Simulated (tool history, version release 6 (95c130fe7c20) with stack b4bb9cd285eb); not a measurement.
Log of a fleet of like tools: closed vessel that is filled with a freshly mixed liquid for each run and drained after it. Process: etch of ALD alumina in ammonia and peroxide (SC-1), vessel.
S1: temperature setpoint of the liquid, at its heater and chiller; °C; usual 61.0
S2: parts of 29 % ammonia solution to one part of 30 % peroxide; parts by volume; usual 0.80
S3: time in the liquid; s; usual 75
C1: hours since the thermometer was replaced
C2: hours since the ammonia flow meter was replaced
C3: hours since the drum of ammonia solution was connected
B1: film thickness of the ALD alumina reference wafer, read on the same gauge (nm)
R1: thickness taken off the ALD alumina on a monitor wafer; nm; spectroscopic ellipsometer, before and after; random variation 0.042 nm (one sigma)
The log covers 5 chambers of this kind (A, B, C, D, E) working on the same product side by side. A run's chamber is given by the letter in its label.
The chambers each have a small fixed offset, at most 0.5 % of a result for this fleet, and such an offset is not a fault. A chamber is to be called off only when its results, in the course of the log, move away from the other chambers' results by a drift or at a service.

run     day    S1    S2   S3      C1      C2      C3      B1      R1
 1A   0.329  61.0  0.80   75   893.8   736.0   161.5  40.002  4.2128
 2B   0.671  61.0  0.80   75    96.7   889.2   394.2  40.002  4.2227
 3E   0.967  61.0  0.80   75  1085.5    45.7   100.2  40.027  4.2574
 4C   1.388  61.0  0.80   75  1076.8    55.8  1119.5  40.015  4.1347
 5D   1.675  61.0  0.80   75  1407.3  1550.2   517.7  40.000  4.2095
 6B   2.204  61.0  0.80   75   133.5   926.0   431.0  39.990  4.1544
      2.458  -- chamber C: new drum of ammonia solution connected
 7E   2.567  61.0  0.80   75  1123.9    84.1   138.6  40.002  4.2868
 8A   3.042  61.0  0.80   75   958.9   801.1   226.6  39.997  4.1910
 9D   3.554  61.0  0.80   75  1452.4  1595.3   562.8  39.983  4.2643
10C   3.858  61.0  0.80   75  1136.1   115.1    33.7  39.958  4.2298
      4.117  -- chamber D: ammonia flow meter replaced
11B   4.308  67.0  1.10   75   184.0   976.5   481.5  40.023  5.8764
12C   4.708  67.0  1.10   75  1156.5   135.5    54.1  40.007  5.7620
13D   5.050  67.0  1.10   75  1488.3    22.5   598.7  40.024  5.9549
14E   5.675  67.0  1.10   75  1198.5   158.7   213.2  39.965  5.7964
15A   6.208  67.0  1.10   75  1034.9   877.1   302.6  39.995  5.8953
      6.329  -- chamber D: new drum of ammonia solution connected
16B   6.633  61.0  0.80   75   239.8  1032.3   537.3  40.004  4.1642
17D   7.138  61.0  0.80   75  1538.4    72.6    19.4  40.008  4.2084
18A   7.712  61.0  0.80   75  1071.0   913.2   338.7  39.994  4.1785
19C   8.008  65.5  0.95   75  1235.7   214.7   133.3  40.001  5.4104
20E   8.421  65.5  0.95   75  1264.4   224.6   279.1  40.012  5.3785
21D   8.804  65.5  0.95   75  1578.4   112.6    59.4  40.008  5.3501
22A   9.296  65.5  0.95   75  1109.0   951.2   376.7  40.003  5.3529
      9.438  -- chamber B: new drum of ammonia solution connected
23B   9.779  65.5  0.95   75   315.3  1107.8     8.3  40.000  5.3497
24C  10.133  61.0  0.80   75  1286.7   265.7   184.3  39.984  4.1447
25E  10.721  61.0  1.10  100  1319.6   279.8   334.3  40.008  5.6536
26A  11.029  61.0  1.10  100  1150.6   992.8   418.3  39.976  5.7892
27D  11.325  61.0  1.10  100  1638.9   173.1   119.9  39.988  5.8028
28E  11.700  61.0  1.10  100  1343.1   303.3   357.8  39.954  5.6950
29C  12.167  61.0  1.10  100  1335.5   314.5   233.1  39.997  5.8155
30B  12.575  61.0  0.80   75   382.4  1174.9    75.4  39.978  4.2253
31C  13.050  61.0  0.80   75  1356.7   335.7   254.3  40.020  4.2208
32E  13.596  61.0  0.80   75  1388.6   348.8   403.3  40.004  4.1685
33B  14.121  61.0  0.80   75   419.5  1212.0   112.5  40.009  4.1215
34D  14.692  61.0  0.80   75  1719.7   253.9   200.7  39.975  4.2413
35A  15.242  53.0  1.00   75  1251.7  1093.9   519.4  40.000  2.8714
36C  15.762  53.0  1.00   75  1421.8   400.8   319.4  39.976  2.8335
37B  16.254  53.0  1.00   75   470.7  1263.2   163.7  39.999  2.8244
38A  16.621  53.0  1.00   75  1284.8  1127.0   552.5  39.989  2.7724
39E  16.962  53.0  1.00   75  1469.4   429.6   484.1  39.993  2.8698
40D  17.288  61.0  0.80   75  1782.0   316.2   263.0  39.973  4.2636
41B  17.758  61.0  0.80   75   506.8  1299.3   199.8  39.967  4.1028
42E  18.383  61.0  0.80   45  1503.5   463.7   518.2  39.990  2.4749
43D  18.800  61.0  0.80   45  1818.3   352.5   299.3  39.984  2.5065
44C  19.150  61.0  0.80   45  1503.1   482.1   400.7  39.997  2.5277

All 5 chambers run these settings next. Forecast each chamber's results:
45A  19.608  61.0  0.80  75                   ?
45B  19.608  61.0  0.80  75                   ?
45C  19.608  61.0  0.80  75                   ?
45D  19.608  61.0  0.80  75                   ?
45E  19.608  61.0  0.80  75                   ?

run      R1
45A  4.2956
45B  4.2432
45C  4.1349
45D  4.2482
45E  4.1515
